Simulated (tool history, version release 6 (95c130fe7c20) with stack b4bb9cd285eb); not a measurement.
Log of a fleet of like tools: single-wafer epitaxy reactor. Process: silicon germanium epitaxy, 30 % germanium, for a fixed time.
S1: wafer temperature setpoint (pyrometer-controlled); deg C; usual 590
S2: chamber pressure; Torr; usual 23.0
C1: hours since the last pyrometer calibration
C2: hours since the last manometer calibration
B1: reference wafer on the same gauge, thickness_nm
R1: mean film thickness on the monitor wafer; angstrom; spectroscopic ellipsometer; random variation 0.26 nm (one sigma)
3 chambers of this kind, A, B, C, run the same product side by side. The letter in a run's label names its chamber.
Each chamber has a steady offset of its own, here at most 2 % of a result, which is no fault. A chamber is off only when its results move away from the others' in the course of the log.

run 1A hour=7.6 | S1=590 S2=23.0 | C1=898.5 C2=1239.9 | B1=56.466 | R1=518.07
run 2B hour=16.5 | S1=590 S2=23.0 | C1=105.1 C2=786.5 | B1=56.574 | R1=526.13
run 3C hour=30.7 | S1=590 S2=23.0 | C1=735.1 C2=1677.7 | B1=56.413 | R1=517.59
run 4C hour=38.6 | S1=590 S2=23.0 | C1=743.0 C2=1685.6 | B1=56.557 | R1=515.14
run 5A hour=53.3 | S1=590 S2=23.0 | C1=944.2 C2=1285.6 | B1=56.492 | R1=527.07
run 6B hour=68.7 | S1=590 S2=23.0 | C1=157.3 C2=838.7 | B1=56.515 | R1=527.36
run 7C hour=81.8 | S1=590 S2=23.0 | C1=786.2 C2=1728.8 | B1=56.542 | R1=517.28
run 8B hour=97.8 | S1=590 S2=23.0 | C1=186.4 C2=867.8 | B1=56.496 | R1=524.59
-- hour=110.6 chamber A: capacitance manometer re-zeroed and calibrated
run 9A hour=111.4 | S1=576 S2=21.2 | C1=1002.3 C2=0.8 | B1=56.486 | R1=386.45
-- hour=113.1 chamber C: capacitance manometer re-zeroed and calibrated
run 10A hour=126.2 | S1=576 S2=21.2 | C1=1017.1 C2=15.6 | B1=56.493 | R1=387.08
run 11B hour=135.9 | S1=576 S2=21.2 | C1=224.5 C2=905.9 | B1=56.537 | R1=388.57
run 12C hour=143.7 | S1=590 S2=25.6 | C1=848.1 C2=30.7 | B1=56.483 | R1=541.40
-- hour=151.4 chamber B: capacitance manometer re-zeroed and calibrated
run 13A hour=154.1 | S1=590 S2=25.6 | C1=1045.0 C2=43.5 | B1=56.442 | R1=551.15
-- hour=165.4 chamber A: pyrometer calibrated
run 14C hour=167.7 | S1=590 S2=25.6 | C1=872.1 C2=54.7 | B1=56.559 | R1=536.66
run 15B hour=182.3 | S1=590 S2=23.0 | C1=270.9 C2=30.9 | B1=56.470 | R1=526.07
run 16B hour=196.2 | S1=590 S2=23.0 | C1=284.8 C2=44.8 | B1=56.604 | R1=527.24
run 17A hour=209.3 | S1=584 S2=20.2 | C1=44.0 C2=98.7 | B1=56.435 | R1=459.20
run 18C hour=224.7 | S1=584 S2=20.2 | C1=929.1 C2=111.7 | B1=56.508 | R1=438.04
run 19A hour=237.5 | S1=584 S2=20.2 | C1=72.2 C2=126.9 | B1=56.447 | R1=457.27
run 20C hour=244.7 | S1=590 S2=23.0 | C1=949.1 C2=131.7 | B1=56.501 | R1=517.43
run 21B hour=259.8 | S1=590 S2=23.0 | C1=348.4 C2=108.4 | B1=56.539 | R1=529.79
run 22C hour=268.4 | S1=590 S2=23.0 | C1=972.8 C2=155.4 | B1=56.454 | R1=515.95
run 23A hour=283.4 | S1=590 S2=23.0 | C1=118.1 C2=172.8 | B1=56.540 | R1=538.94
run 24B hour=299.9 | S1=590 S2=23.0 | C1=388.5 C2=148.5 | B1=56.517 | R1=527.00
run 25A hour=314.9 | S1=590 S2=23.0 | C1=149.6 C2=204.3 | B1=56.489 | R1=538.64
run 26C hour=331.2 | S1=590 S2=23.0 | C1=1035.6 C2=218.2 | B1=56.495 | R1=517.98
run 27B hour=339.1 | S1=590 S2=23.0 | C1=427.7 C2=187.7 | B1=56.506 | R1=526.07
run 28C hour=352.5 | S1=590 S2=23.0 | C1=1056.9 C2=239.5 | B1=56.555 | R1=513.75
run 29B hour=367.3 | S1=590 S2=23.0 | C1=455.9 C2=215.9 | B1=56.526 | R1=526.86
run 30A hour=374.6 | S1=590 S2=23.0 | C1=209.3 C2=264.0 | B1=56.513 | R1=544.60
run 31C hour=385.8 | S1=590 S2=23.0 | C1=1090.2 C2=272.8 | B1=56.495 | R1=512.53
run 32A hour=401.0 | S1=590 S2=23.0 | C1=235.7 C2=290.4 | B1=56.560 | R1=540.03
run 33B hour=411.4 | S1=590 S2=23.0 | C1=500.0 C2=260.0 | B1=56.525 | R1=531.44
run 34C hour=423.7 | S1=590 S2=23.0 | C1=1128.1 C2=310.7 | B1=56.479 | R1=514.66
run 35A hour=438.4 | S1=590 S2=23.0 | C1=273.1 C2=327.8 | B1=56.474 | R1=543.65
run 36B hour=448.4 | S1=590 S2=23.0 | C1=537.0 C2=297.0 | B1=56.585 | R1=526.85
run 37B hour=458.3 | S1=590 S2=23.0 | C1=546.9 C2=306.9 | B1=56.464 | R1=527.69
run 38C hour=469.1 | S1=590 S2=23.0 | C1=1173.5 C2=356.1 | B1=56.480 | R1=513.08
run 39A hour=479.5 | S1=598 S2=19.4 | C1=314.2 C2=368.9 | B1=56.405 | R1=588.03
run 40B hour=495.5 | S1=598 S2=19.4 | C1=584.1 C2=344.1 | B1=56.503 | R1=571.48
run 41C hour=504.7 | S1=598 S2=19.4 | C1=1209.1 C2=391.7 | B1=56.476 | R1=556.91
run 42A hour=513.3 | S1=579 S2=25.6 | C1=348.0 C2=402.7 | B1=56.446 | R1=457.43
run 43A hour=523.4 | S1=579 S2=25.6 | C1=358.1 C2=412.8 | B1=56.509 | R1=462.36

All 3 chambers run these settings next. Forecast each chamber's results:
run 44A hour=535.3 | S1=590 S2=23.0 | R1=?
run 44B hour=535.3 | S1=590 S2=23.0 | R1=?
run 44C hour=535.3 | S1=590 S2=23.0 | R1=?

run=44A R1=545.52
run=44B R1=524.14
run=44C R1=513.92

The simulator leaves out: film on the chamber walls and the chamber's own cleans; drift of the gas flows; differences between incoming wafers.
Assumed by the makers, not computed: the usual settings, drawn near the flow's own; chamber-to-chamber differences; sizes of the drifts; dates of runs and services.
